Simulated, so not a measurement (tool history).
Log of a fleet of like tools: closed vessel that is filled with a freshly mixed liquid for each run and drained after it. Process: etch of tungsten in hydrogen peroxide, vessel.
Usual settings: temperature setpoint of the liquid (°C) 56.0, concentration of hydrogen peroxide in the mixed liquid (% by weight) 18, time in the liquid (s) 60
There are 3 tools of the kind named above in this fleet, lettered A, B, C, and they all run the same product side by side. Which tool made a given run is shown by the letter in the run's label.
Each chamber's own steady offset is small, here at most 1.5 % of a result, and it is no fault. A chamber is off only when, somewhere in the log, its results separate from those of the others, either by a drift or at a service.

run    day  temperature setpoint of the liquid (°C)  concentration of hydrogen peroxide in the mixed liquid (% by weight)  time in the liquid (s)  hours since the thermometer was replaced  hours since the peroxide flow meter was replaced  hours since the drum of peroxide was connected  read-back film thickness of the tungsten reference wafer, read on the same gauge (nm)  thickness taken off the tungsten on a monitor wafer (Å)
 1B  0.196                                     56.0                                                                    18                      60                                     530.7                                             638.3                                           203.9                                                                                 130.02                                                   2257.1
 2A  0.471                                     56.0                                                                    18                      60                                     650.5                                            1851.5                                           392.7                                                                                 129.97                                                   2301.6
 3C  0.800                                     56.0                                                                    18                      60                                      67.5                                            1258.3                                           557.5                                                                                 130.02                                                   2256.7
 4C  1.167                                     56.0                                                                    18                      60                                      76.3                                            1267.1                                           566.3                                                                                 130.04                                                   2293.8
 5B  1.404                                     56.0                                                                    18                      60                                     559.7                                             667.3                                           232.9                                                                                 129.96                                                   2263.7
 6A  1.654                                     56.0                                                                    18                      60                                     678.9                                            1879.9                                           421.1                                                                                 130.03                                                   2284.2
 7B  1.846                                     56.0                                                                    18                      70                                     570.3                                             677.9                                           243.5                                                                                 130.00                                                   2641.8
 8C  2.025                                     56.0                                                                    18                      70                                      96.9                                            1287.7                                           586.9                                                                                 129.99                                                   2646.4
 9A  2.383                                     56.0                                                                    18                      70                                     696.4                                            1897.4                                           438.6                                                                                 130.01                                                   2642.4
10C  2.671                                     56.0                                                                    18                      60                                     112.4                                            1303.2                                           602.4                                                                                 130.02                                                   2262.5
11B  2.967                                     56.0                                                                    18                      60                                     597.2                                             704.8                                           270.4                                                                                 130.02                                                   2257.7
12A  3.325                                     56.0                                                                    22                      45                                     719.0                                            1920.0                                           461.2                                                                                 130.00                                                   1901.9
13A  3.583                                     56.0                                                                    22                      45                                     725.2                                            1926.2                                           467.4                                                                                 130.01                                                   1907.9
     3.821  -- chamber A: new drum of peroxide connected
14C  3.850                                     56.0                                                                    22                      45                                     140.7                                            1331.5                                           630.7                                                                                 130.02                                                   1895.9
15B  4.246                                     56.0                                                                    18                      60                                     627.9                                             735.5                                           301.1                                                                                 130.01                                                   2260.4
16C  4.600                                     56.0                                                                    18                      60                                     158.7                                            1349.5                                           648.7                                                                                 130.00                                                   2266.1
17A  4.921                                     56.0                                                                    18                      60                                     757.3                                            1958.3                                            26.4                                                                                 130.01                                                   2302.4
18B  5.129                                     56.0                                                                    18                      60                                     649.1                                             756.7                                           322.3                                                                                 130.01                                                   2249.5
19C  5.371                                     56.0                                                                    18                      60                                     177.2                                            1368.0                                           667.2                                                                                 129.97                                                   2257.9
20B  5.558                                     61.5                                                                    18                      60                                     659.4                                             767.0                                           332.6                                                                                 130.00                                                   3140.4
21A  5.754                                     61.5                                                                    18                      60                                     777.3                                            1978.3                                            46.4                                                                                 129.99                                                   3185.3
22C  6.133                                     61.5                                                                    18                      60                                     195.5                                            1386.3                                           685.5                                                                                 129.96                                                   3111.9
23B  6.392                                     56.0                                                                    18                      60                                     679.4                                             787.0                                           352.6                                                                                 130.02                                                   2261.5
24A  6.571                                     56.0                                                                    18                      60                                     796.9                                            1997.9                                            66.0                                                                                 130.05                                                   2283.5
25C  6.796                                     56.0                                                                    18                      60                                     211.4                                            1402.2                                           701.4                                                                                 130.00                                                   2264.2
26A  7.071                                     56.0                                                                    18                      60                                     808.9                                            2009.9                                            78.0                                                                                 129.99                                                   2287.8
27B  7.446                                     56.0                                                                    18                      60                                     704.7                                             812.3                                           377.9                                                                                 130.02                                                   2234.5
28B  7.825                                     56.0                                                                    18                      60                                     713.8                                             821.4                                           387.0                                                                                 130.00                                                   2260.9
29C  8.104                                     56.0                                                                    18                      60                                     242.8                                            1433.6                                           732.8                                                                                 129.98                                                   2281.5
30A  8.496                                     56.0                                                                    18                      60                                     843.1                                            2044.1                                           112.2                                                                                 130.01                                                   2292.8
31B  8.875                                     56.0                                                                    18                      60                                     739.0                                             846.6                                           412.2                                                                                 129.96                                                   2264.7
32A  9.171                                     56.0                                                                    18                      60                                     859.3                                            2060.3                                           128.4                                                                                 130.02                                                   2300.9
33C  9.517                                     56.0                                                                    18                      60                                     276.7                                            1467.5                                           766.7                                                                                 130.05                                                   2260.3

For the next run the whole fleet of 3 chambers uses the same settings. Give each chamber's results:
34A  9.812                                     47.0                                                                    18                      60                                                                                                                                                                                                                                                                                           ?
34B  9.812                                     47.0                                                                    18                      60                                                                                                                                                                                                                                                                                           ?
34C  9.812                                     47.0                                                                    18                      60                                                                                                                                                                                                                                                                                           ?

run  thickness taken off the tungsten on a monitor wafer (Å)
34A                                                   1317.7
34B                                                   1299.0
34C                                                   1308.6
